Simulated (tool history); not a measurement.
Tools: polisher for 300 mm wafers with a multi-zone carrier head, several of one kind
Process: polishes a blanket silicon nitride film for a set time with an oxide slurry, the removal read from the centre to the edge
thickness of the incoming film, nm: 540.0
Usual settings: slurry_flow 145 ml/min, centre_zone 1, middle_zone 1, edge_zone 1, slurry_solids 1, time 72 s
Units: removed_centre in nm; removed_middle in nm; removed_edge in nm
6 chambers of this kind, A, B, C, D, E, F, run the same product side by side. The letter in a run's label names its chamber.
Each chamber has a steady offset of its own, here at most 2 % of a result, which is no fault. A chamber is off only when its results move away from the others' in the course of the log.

| run | day | slurry_flow | centre_zone | middle_zone | edge_zone | slurry_solids | time | removed_centre | removed_middle | removed_edge |
|---|---|---|---|---|---|---|---|---|---|---|
| 1E | 0.292 | 145 | 1 | 1 | 1 | 1 | 72 | 87.625 | 88.304 | 87.371 |
|  | 0.504 | chamber E: worn pad replaced by a new one |
| 2F | 0.617 | 145 | 1 | 1 | 1 | 1 | 72 | 86.673 | 85.38 | 84.929 |
|  | 0.754 | chamber F: centre zone pressure recalibrated |
|  | 1.242 | chamber B: centre zone pressure recalibrated |
| 3B | 1.292 | 145 | 1 | 1 | 1 | 1 | 72 | 86.835 | 86.975 | 85.607 |
|  | 1.529 | chamber D: worn pad replaced by a new one |
| 4D | 1.958 | 145 | 1 | 1 | 1 | 1 | 72 | 86.389 | 86.959 | 87.264 |
| 5A | 2.633 | 190 | 1 | 1 | 1 | 1 | 92 | 115.9 | 116.49 | 113.86 |
|  | 2.7 | chamber C: worn pad replaced by a new one |
| 6C | 3.096 | 190 | 1 | 1 | 1 | 1 | 92 | 116.6 | 119.64 | 114.92 |
|  | 3.262 | chamber E: edge zone pressure recalibrated |
|  | 3.471 | chamber F: worn pad replaced by a new one |
|  | 3.554 | chamber B: worn pad replaced by a new one |
| 7A | 3.629 | 190 | 1 | 1 | 1 | 1 | 92 | 116.03 | 118.38 | 117.89 |
|  | 3.733 | chamber A: centre zone pressure recalibrated |
| 8B | 4.183 | 190 | 1 | 1 | 1 | 1 | 92 | 116.49 | 114.8 | 116.44 |
|  | 4.312 | chamber A: worn pad replaced by a new one |
| 9F | 4.517 | 190 | 1 | 1 | 1 | 1 | 92 | 117.41 | 112.63 | 112.14 |
|  | 4.788 | chamber E: worn pad replaced by a new one |
| 10D | 4.858 | 190 | 1 | 1 | 1 | 1 | 92 | 115.28 | 115.11 | 114.59 |
| 11C | 5.367 | 145 | 1 | 0.89 | 1 | 1 | 92 | 112.15 | 99.221 | 109.67 |
| 12E | 5.833 | 145 | 1 | 0.89 | 1 | 1 | 92 | 112.14 | 100.23 | 110.06 |
|  | 5.954 | chamber A: edge zone pressure recalibrated |
|  | 6.242 | chamber E: slurry nozzle cleaned |
| 13F | 6.321 | 145 | 1 | 0.89 | 1 | 1 | 92 | 112.21 | 97.089 | 108.23 |
|  | 6.358 | chamber C: worn pad replaced by a new one |
| 14E | 6.771 | 145 | 1 | 0.89 | 1 | 1 | 92 | 113.7 | 101.43 | 111.06 |
|  | 6.85 | chamber E: centre zone pressure recalibrated |
|  | 6.988 | chamber F: slurry nozzle cleaned |
| 15B | 7.221 | 145 | 1 | 0.89 | 1 | 1 | 92 | 111.92 | 98.692 | 111.72 |
|  | 7.738 | chamber D: worn pad replaced by a new one |
| 16C | 7.746 | 145 | 1 | 0.89 | 1 | 1 | 92 | 110.97 | 99.544 | 107.52 |
| 17A | 8.188 | 145 | 1 | 1 | 1 | 1 | 72 | 86.643 | 87.495 | 87.174 |
|  | 8.312 | chamber E: worn pad replaced by a new one |
|  | 8.342 | chamber D: centre zone pressure recalibrated |
| 18D | 8.488 | 100 | 1 | 1 | 1 | 1 | 72 | 79.208 | 77.696 | 81.304 |
|  | 8.971 | chamber A: worn pad replaced by a new one |
| 19C | 9.138 | 100 | 1 | 1 | 1 | 1 | 72 | 78.947 | 79.646 | 81.494 |
|  | 9.6 | chamber F: worn pad replaced by a new one |
|  | 9.629 | chamber B: worn pad replaced by a new one |
| 20A | 9.817 | 100 | 1 | 1 | 1 | 1 | 72 | 78.104 | 78.661 | 81.061 |
| 21E | 10.179 | 100 | 1 | 1 | 1 | 1 | 72 | 80.251 | 79.482 | 82.277 |
|  | 10.412 | chamber C: worn pad replaced by a new one |
|  | 10.604 | chamber B: slurry nozzle cleaned |
| 22D | 10.621 | 100 | 1 | 1 | 1 | 1 | 72 | 78.518 | 79.645 | 83.006 |
| 23F | 11.229 | 100 | 1 | 1 | 1 | 1 | 72 | 78.472 | 78.088 | 80.228 |
| 24B | 11.779 | 145 | 1 | 1 | 1 | 1 | 72 | 87.331 | 87.96 | 87.598 |
| 25C | 12.246 | 145 | 0.93 | 1 | 1 | 0.7 | 72 | 67.577 | 71 | 73.578 |
|  | 12.467 | chamber B: edge zone pressure recalibrated |
|  | 12.542 | chamber E: worn pad replaced by a new one |
| 26B | 12.617 | 145 | 0.93 | 1 | 1 | 0.7 | 72 | 67.584 | 71.818 | 73.911 |
| 27A | 13.258 | 145 | 0.93 | 1 | 1 | 0.7 | 72 | 67.852 | 72.522 | 72.001 |
|  | 13.454 | chamber A: worn pad replaced by a new one |
| 28F | 13.596 | 145 | 0.93 | 1 | 1 | 0.7 | 72 | 67.063 | 72.371 | 72.265 |
| 29E | 14.1 | 145 | 0.93 | 1 | 1 | 0.7 | 72 | 67.713 | 74.04 | 72.471 |
|  | 14.212 | chamber D: worn pad replaced by a new one |
| 30D | 14.546 | 145 | 0.93 | 1 | 1 | 0.7 | 72 | 67.104 | 74.721 | 73.264 |
|  | 14.762 | chamber C: worn pad replaced by a new one |
| 31F | 15.079 | 145 | 1 | 1 | 1 | 1 | 72 | 86.537 | 87.045 | 85.508 |
| 32E | 15.408 | 145 | 1 | 1 | 1 | 1 | 72 | 87.837 | 86.834 | 87.17 |
|  | 15.654 | chamber F: worn pad replaced by a new one |
|  | 15.679 | chamber A: slurry nozzle cleaned |
| 33A | 15.821 | 145 | 1 | 1 | 1 | 1 | 72 | 87.308 | 87.283 | 85.78 |
|  | 15.921 | chamber B: worn pad replaced by a new one |
| 34C | 16.225 | 145 | 0.94 | 1 | 1 | 1 | 80 | 90.831 | 97.247 | 95.237 |
| 35D | 16.725 | 145 | 0.94 | 1 | 1 | 1 | 80 | 88.842 | 96.275 | 98.581 |
| 36B | 17.167 | 145 | 0.94 | 1 | 1 | 1 | 80 | 90.892 | 97.501 | 97.994 |
| 37C | 17.712 | 145 | 0.94 | 1 | 1 | 1 | 80 | 90.961 | 97.899 | 95.896 |
| 38F | 18.104 | 145 | 0.94 | 1 | 1 | 1 | 80 | 90.408 | 95.303 | 96.997 |
|  | 18.558 | chamber A: worn pad replaced by a new one |
| 39A | 18.721 | 145 | 0.94 | 1 | 1 | 1 | 80 | 91.248 | 97.644 | 96.583 |

Next, every chamber runs the same settings. What will each give?
| 40A | 19.204 | 145 | 1 | 1.06 | 1 | 1 | 72 | ? | ? | ? |
| 40B | 19.204 | 145 | 1 | 1.06 | 1 | 1 | 72 | ? | ? | ? |
| 40C | 19.204 | 145 | 1 | 1.06 | 1 | 1 | 72 | ? | ? | ? |
| 40D | 19.204 | 145 | 1 | 1.06 | 1 | 1 | 72 | ? | ? | ? |
| 40E | 19.204 | 145 | 1 | 1.06 | 1 | 1 | 72 | ? | ? | ? |
| 40F | 19.204 | 145 | 1 | 1.06 | 1 | 1 | 72 | ? | ? | ? |

| run | removed_centre | removed_middle | removed_edge |
|---|---|---|---|
| 40A | 86.86 | 90.08 | 86.431 |
| 40B | 87.132 | 92.127 | 86.232 |
| 40C | 86.804 | 90.822 | 86.988 |
| 40D | 85.902 | 91.64 | 86.5 |
| 40E | 87.878 | 92.953 | 84.785 |
| 40F | 87.206 | 91.217 | 86.697 |

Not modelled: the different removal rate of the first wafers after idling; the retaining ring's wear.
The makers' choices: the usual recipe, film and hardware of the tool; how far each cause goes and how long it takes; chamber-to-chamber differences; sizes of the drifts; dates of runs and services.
